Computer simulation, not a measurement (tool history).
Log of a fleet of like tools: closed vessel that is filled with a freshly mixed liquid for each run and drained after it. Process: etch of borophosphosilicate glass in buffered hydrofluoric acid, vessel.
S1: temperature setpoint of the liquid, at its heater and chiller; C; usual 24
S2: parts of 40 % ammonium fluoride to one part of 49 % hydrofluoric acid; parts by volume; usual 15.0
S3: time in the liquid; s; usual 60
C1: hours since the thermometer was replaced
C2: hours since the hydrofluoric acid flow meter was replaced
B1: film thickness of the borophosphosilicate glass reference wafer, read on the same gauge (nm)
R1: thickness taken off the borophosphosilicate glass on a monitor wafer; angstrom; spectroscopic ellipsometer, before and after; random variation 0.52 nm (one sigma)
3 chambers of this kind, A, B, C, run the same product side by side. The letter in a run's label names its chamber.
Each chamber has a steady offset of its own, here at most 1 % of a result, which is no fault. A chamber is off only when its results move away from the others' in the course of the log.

| run | hour | S1 | S2 | S3 | C1 | C2 | B1 | R1 |
|---|---|---|---|---|---|---|---|---|
| 1A | 7.9 | 24 | 15.0 | 60 | 360.4 | 428.3 | 49.947 | 1115.40 |
| 2C | 17.9 | 24 | 15.0 | 60 | 581.9 | 415.6 | 49.986 | 1129.80 |
| 3B | 26.6 | 24 | 15.0 | 60 | 446.7 | 529.9 | 49.991 | 1126.90 |
| 4C | 33.1 | 24 | 15.0 | 60 | 597.1 | 430.8 | 49.976 | 1117.80 |
| 5B | 41.6 | 24 | 15.0 | 60 | 461.7 | 544.9 | 50.013 | 1125.20 |
| 6A | 48.7 | 24 | 15.0 | 60 | 401.2 | 469.1 | 49.978 | 1124.80 |
| 7A | 58.7 | 24 | 15.0 | 60 | 411.2 | 479.1 | 49.996 | 1128.60 |
| 8B | 65.1 | 24 | 17.5 | 30 | 485.2 | 568.4 | 49.984 | 481.83 |
| 9C | 73.1 | 24 | 17.5 | 30 | 637.1 | 470.8 | 49.995 | 482.96 |
| 10A | 83.8 | 24 | 17.5 | 30 | 436.3 | 504.2 | 50.013 | 478.15 |
| 11C | 95.1 | 24 | 15.0 | 75 | 659.1 | 492.8 | 49.960 | 1399.70 |
| 12B | 102.7 | 24 | 15.0 | 75 | 522.8 | 606.0 | 50.019 | 1404.20 |
| 13A | 112.7 | 24 | 15.0 | 75 | 465.2 | 533.1 | 50.043 | 1395.00 |
| 14C | 120.2 | 24 | 15.0 | 60 | 684.2 | 517.9 | 50.008 | 1114.80 |
| 15B | 125.9 | 24 | 15.0 | 60 | 546.0 | 629.2 | 49.977 | 1121.70 |
| 16B | 135.7 | 24 | 10.0 | 60 | 555.8 | 639.0 | 50.020 | 1684.50 |
| 17C | 143.4 | 24 | 10.0 | 60 | 707.4 | 541.1 | 50.042 | 1654.40 |
| 18A | 154.8 | 24 | 10.0 | 60 | 507.3 | 575.2 | 50.022 | 1683.80 |
| 19C | 164.2 | 24 | 15.0 | 60 | 728.2 | 561.9 | 49.988 | 1126.40 |
| 20B | 171.6 | 24 | 17.0 | 60 | 591.7 | 674.9 | 49.999 | 992.69 |
| 21A | 180.8 | 24 | 17.0 | 60 | 533.3 | 601.2 | 50.012 | 991.19 |
| 22C | 191.7 | 24 | 17.0 | 60 | 755.7 | 589.4 | 49.983 | 988.79 |
| 23B | 197.1 | 24 | 15.0 | 60 | 617.2 | 700.4 | 50.005 | 1112.60 |
| 24A | 208.4 | 24 | 15.0 | 60 | 560.9 | 628.8 | 50.039 | 1128.60 |
| 25B | 214.0 | 24 | 15.0 | 60 | 634.1 | 717.3 | 49.954 | 1129.30 |
|  | 221.0 | chamber C: hydrofluoric acid flow meter replaced |
| 26A | 222.8 | 24 | 15.0 | 60 | 575.3 | 643.2 | 49.999 | 1127.50 |
| 27C | 232.4 | 24 | 15.0 | 60 | 796.4 | 11.4 | 49.984 | 1118.20 |
| 28A | 238.1 | 21 | 19.0 | 60 | 590.6 | 658.5 | 50.001 | 761.12 |
| 29B | 246.7 | 21 | 19.0 | 60 | 666.8 | 750.0 | 50.013 | 757.34 |
| 30C | 255.9 | 21 | 19.0 | 60 | 819.9 | 34.9 | 50.001 | 754.73 |
|  | 260.0 | chamber A: hydrofluoric acid flow meter replaced |
| 31B | 265.5 | 24 | 15.0 | 60 | 685.6 | 768.8 | 50.018 | 1119.60 |
| 32A | 273.1 | 24 | 15.0 | 60 | 625.6 | 13.2 | 49.995 | 1133.20 |
| 33C | 278.5 | 24 | 15.0 | 60 | 842.5 | 57.5 | 49.991 | 1129.90 |
| 34B | 288.4 | 24 | 15.0 | 60 | 708.5 | 791.7 | 49.982 | 1127.20 |
| 35A | 298.4 | 24 | 15.0 | 60 | 650.9 | 38.5 | 49.971 | 1119.60 |
| 36C | 304.2 | 24 | 15.0 | 60 | 868.2 | 83.2 | 50.001 | 1127.70 |
| 37B | 315.0 | 24 | 15.0 | 60 | 735.1 | 818.3 | 50.028 | 1119.30 |
| 38A | 323.6 | 28 | 19.5 | 60 | 676.1 | 63.7 | 50.014 | 1078.90 |
| 39C | 333.1 | 28 | 19.5 | 60 | 897.1 | 112.1 | 50.059 | 1084.70 |
| 40C | 338.8 | 28 | 19.5 | 60 | 902.8 | 117.8 | 50.026 | 1078.30 |
| 41A | 344.6 | 24 | 15.0 | 80 | 697.1 | 84.7 | 50.011 | 1502.60 |
| 42B | 352.9 | 24 | 15.0 | 80 | 773.0 | 856.2 | 49.986 | 1495.30 |
| 43B | 360.0 | 24 | 15.0 | 80 | 780.1 | 863.3 | 50.009 | 1502.00 |
| 44C | 371.3 | 24 | 15.0 | 60 | 935.3 | 150.3 | 50.012 | 1120.00 |

What goes on in this fleet: one chamber off, a drifting gauge, or nothing beyond the chambers' own small offsets? Name the chamber and the cause, if any.

No chamber stands off beyond its own small offset, and the gauge holds steady.

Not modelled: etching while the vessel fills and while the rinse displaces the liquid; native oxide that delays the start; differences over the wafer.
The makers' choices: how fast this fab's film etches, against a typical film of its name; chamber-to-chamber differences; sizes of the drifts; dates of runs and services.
